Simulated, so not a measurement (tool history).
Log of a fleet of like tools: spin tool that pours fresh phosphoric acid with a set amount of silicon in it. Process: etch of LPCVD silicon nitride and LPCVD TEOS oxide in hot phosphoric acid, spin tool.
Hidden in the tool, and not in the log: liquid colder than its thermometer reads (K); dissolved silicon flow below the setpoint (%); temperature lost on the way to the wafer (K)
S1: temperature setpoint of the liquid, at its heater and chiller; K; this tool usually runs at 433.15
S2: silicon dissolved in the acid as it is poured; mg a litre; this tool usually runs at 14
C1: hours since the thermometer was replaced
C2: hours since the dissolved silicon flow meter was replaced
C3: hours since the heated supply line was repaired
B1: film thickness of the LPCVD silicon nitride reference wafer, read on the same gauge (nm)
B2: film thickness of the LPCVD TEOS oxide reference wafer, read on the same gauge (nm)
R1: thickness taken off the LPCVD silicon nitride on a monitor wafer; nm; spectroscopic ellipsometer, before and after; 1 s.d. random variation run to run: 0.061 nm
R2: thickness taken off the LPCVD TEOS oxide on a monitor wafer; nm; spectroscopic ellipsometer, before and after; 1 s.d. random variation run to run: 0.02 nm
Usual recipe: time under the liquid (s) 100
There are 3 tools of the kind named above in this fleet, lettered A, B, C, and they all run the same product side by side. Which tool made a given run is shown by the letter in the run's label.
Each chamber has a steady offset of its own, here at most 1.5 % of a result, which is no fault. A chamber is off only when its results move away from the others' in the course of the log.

run 1A day=0.292 | S1=433.15 S2=14 time_under_the_liquid_(s)=100 | C1=614.8 C2=222 C3=160.5 | B1=140 B2=80.019 | R1=8.9594 R2=0.4655
run 2C day=0.604 | S1=433.15 S2=14 time_under_the_liquid_(s)=100 | C1=754.4 C2=563.4 C3=2623.4 | B1=140 B2=79.999 | R1=8.9073 R2=0.53768
-- day=0.904 chamber A: thermometer replaced
run 3B day=1.058 | S1=433.15 S2=14 time_under_the_liquid_(s)=100 | C1=275.8 C2=778.4 C3=589.3 | B1=140.01 B2=79.999 | R1=8.8735 R2=0.46344
run 4B day=1.546 | S1=433.15 S2=14 time_under_the_liquid_(s)=100 | C1=287.5 C2=790.1 C3=601 | B1=139.98 B2=80.038 | R1=8.8374 R2=0.51596
run 5A day=2.021 | S1=431.65 S2=14 time_under_the_liquid_(s)=130 | C1=26.8 C2=263.5 C3=202 | B1=139.99 B2=79.974 | R1=11.088 R2=0.58016
run 6C day=2.5 | S1=431.65 S2=14 time_under_the_liquid_(s)=130 | C1=799.9 C2=608.9 C3=2668.9 | B1=140.02 B2=80.02 | R1=11.107 R2=0.59293
run 7A day=2.992 | S1=431.65 S2=14 time_under_the_liquid_(s)=130 | C1=50.1 C2=286.8 C3=225.3 | B1=140 B2=80.029 | R1=10.991 R2=0.56902
-- day=3.262 chamber C: heated supply line repaired
run 8C day=3.612 | S1=433.15 S2=14 time_under_the_liquid_(s)=100 | C1=826.6 C2=635.6 C3=8.4 | B1=140 B2=80.013 | R1=8.826 R2=0.50377
run 9B day=4.133 | S1=433.15 S2=14 time_under_the_liquid_(s)=100 | C1=349.6 C2=852.2 C3=663.1 | B1=139.98 B2=79.949 | R1=8.8945 R2=0.47982
run 10B day=4.625 | S1=433.15 S2=6.5 time_under_the_liquid_(s)=120 | C1=361.4 C2=864 C3=674.9 | B1=139.99 B2=79.972 | R1=10.712 R2=0.66576
run 11A day=5.217 | S1=433.15 S2=6.5 time_under_the_liquid_(s)=120 | C1=103.5 C2=340.2 C3=278.7 | B1=140.04 B2=79.956 | R1=10.59 R2=0.67424
run 12C day=5.642 | S1=433.15 S2=6.5 time_under_the_liquid_(s)=120 | C1=875.3 C2=684.3 C3=57.1 | B1=140.04 B2=79.995 | R1=10.638 R2=0.71274
run 13B day=6.15 | S1=433.15 S2=14 time_under_the_liquid_(s)=100 | C1=398 C2=900.6 C3=711.5 | B1=140.02 B2=79.972 | R1=8.9205 R2=0.50389
run 14C day=6.521 | S1=435.15 S2=6 time_under_the_liquid_(s)=100 | C1=896.4 C2=705.4 C3=78.2 | B1=140.03 B2=79.995 | R1=9.5261 R2=0.68773
run 15A day=7.033 | S1=435.15 S2=6 time_under_the_liquid_(s)=100 | C1=147.1 C2=383.8 C3=322.3 | B1=139.97 B2=80.006 | R1=9.4849 R2=0.70966
run 16C day=7.404 | S1=435.15 S2=6 time_under_the_liquid_(s)=100 | C1=917.6 C2=726.6 C3=99.4 | B1=139.98 B2=79.986 | R1=9.5979 R2=0.64622
run 17A day=7.962 | S1=431.15 S2=14 time_under_the_liquid_(s)=100 | C1=169.4 C2=406.1 C3=344.6 | B1=140.01 B2=79.946 | R1=8.3683 R2=0.42615
run 18B day=8.642 | S1=431.15 S2=14 time_under_the_liquid_(s)=100 | C1=457.8 C2=960.4 C3=771.3 | B1=139.98 B2=79.959 | R1=8.2566 R2=0.40433
run 19B day=9.171 | S1=431.15 S2=14 time_under_the_liquid_(s)=100 | C1=470.5 C2=973.1 C3=784 | B1=140.05 B2=80.011 | R1=8.3675 R2=0.41908
run 20A day=9.792 | S1=433.15 S2=14 time_under_the_liquid_(s)=100 | C1=213.3 C2=450 C3=388.5 | B1=140 B2=79.998 | R1=8.8207 R2=0.51914
run 21C day=10.329 | S1=433.15 S2=14 time_under_the_liquid_(s)=100 | C1=987.8 C2=796.8 C3=169.6 | B1=140.03 B2=79.996 | R1=8.9324 R2=0.49016
run 22C day=10.762 | S1=433.15 S2=14 time_under_the_liquid_(s)=100 | C1=998.2 C2=807.2 C3=180 | B1=140 B2=80.027 | R1=9.0243 R2=0.51066
run 23A day=11.275 | S1=433.15 S2=20 time_under_the_liquid_(s)=155 | C1=248.9 C2=485.6 C3=424.1 | B1=139.97 B2=79.991 | R1=13.721 R2=0.59219
run 24B day=11.596 | S1=433.15 S2=20 time_under_the_liquid_(s)=155 | C1=528.7 C2=1031.3 C3=842.2 | B1=140.05 B2=80.006 | R1=13.836 R2=0.67197
run 25A day=12.254 | S1=433.15 S2=20 time_under_the_liquid_(s)=155 | C1=272.4 C2=509.1 C3=447.6 | B1=140.03 B2=79.967 | R1=13.794 R2=0.68142
run 26C day=12.754 | S1=433.15 S2=14 time_under_the_liquid_(s)=100 | C1=1046 C2=855 C3=227.8 | B1=140.01 B2=79.986 | R1=8.9227 R2=0.48002
run 27B day=13.254 | S1=433.15 S2=14 time_under_the_liquid_(s)=100 | C1=568.5 C2=1071.1 C3=882 | B1=139.98 B2=79.995 | R1=8.8987 R2=0.48787
run 28A day=13.642 | S1=433.15 S2=14 time_under_the_liquid_(s)=100 | C1=305.7 C2=542.4 C3=480.9 | B1=140.03 B2=79.992 | R1=8.9024 R2=0.48572
run 29B day=14.271 | S1=433.15 S2=14 time_under_the_liquid_(s)=100 | C1=592.9 C2=1095.5 C3=906.4 | B1=140.06 B2=80.002 | R1=8.9062 R2=0.45865
run 30C day=14.692 | S1=433.15 S2=14 time_under_the_liquid_(s)=100 | C1=1092.5 C2=901.5 C3=274.3 | B1=139.93 B2=79.985 | R1=9.1262 R2=0.49352
run 31A day=15.354 | S1=433.15 S2=14 time_under_the_liquid_(s)=100 | C1=346.8 C2=583.5 C3=522 | B1=140 B2=79.98 | R1=8.9484 R2=0.47306
run 32C day=15.825 | S1=433.15 S2=14 time_under_the_liquid_(s)=100 | C1=1119.7 C2=928.7 C3=301.5 | B1=140.02 B2=79.972 | R1=9.0021 R2=0.5103
run 33B day=16.246 | S1=433.15 S2=14 time_under_the_liquid_(s)=100 | C1=640.3 C2=1142.9 C3=953.8 | B1=140.01 B2=80.017 | R1=8.8196 R2=0.50314
run 34A day=16.6 | S1=433.15 S2=14 time_under_the_liquid_(s)=100 | C1=376.7 C2=613.4 C3=551.9 | B1=140.02 B2=79.981 | R1=8.91 R2=0.49961
run 35B day=17 | S1=433.15 S2=14 time_under_the_liquid_(s)=100 | C1=658.4 C2=1161 C3=971.9 | B1=139.99 B2=79.946 | R1=8.8248 R2=0.46259
run 36C day=17.333 | S1=433.15 S2=14 time_under_the_liquid_(s)=100 | C1=1155.9 C2=964.9 C3=337.7 | B1=139.96 B2=80.039 | R1=8.9855 R2=0.4718
run 37A day=17.729 | S1=433.15 S2=14 time_under_the_liquid_(s)=100 | C1=403.8 C2=640.5 C3=579 | B1=139.98 B2=80.004 | R1=8.8763 R2=0.49037

All 3 chambers run these settings next. Forecast each chamber's results:
run 38A day=18.217 | S1=433.15 S2=5.5 time_under_the_liquid_(s)=100 | R1=? R2=?
run 38B day=18.217 | S1=433.15 S2=5.5 time_under_the_liquid_(s)=100 | R1=? R2=?
run 38C day=18.217 | S1=433.15 S2=5.5 time_under_the_liquid_(s)=100 | R1=? R2=?

run=38A R1=8.9747 R2=0.56778
run=38B R1=8.8516 R2=0.57993
run=38C R1=8.8719 R2=0.57573

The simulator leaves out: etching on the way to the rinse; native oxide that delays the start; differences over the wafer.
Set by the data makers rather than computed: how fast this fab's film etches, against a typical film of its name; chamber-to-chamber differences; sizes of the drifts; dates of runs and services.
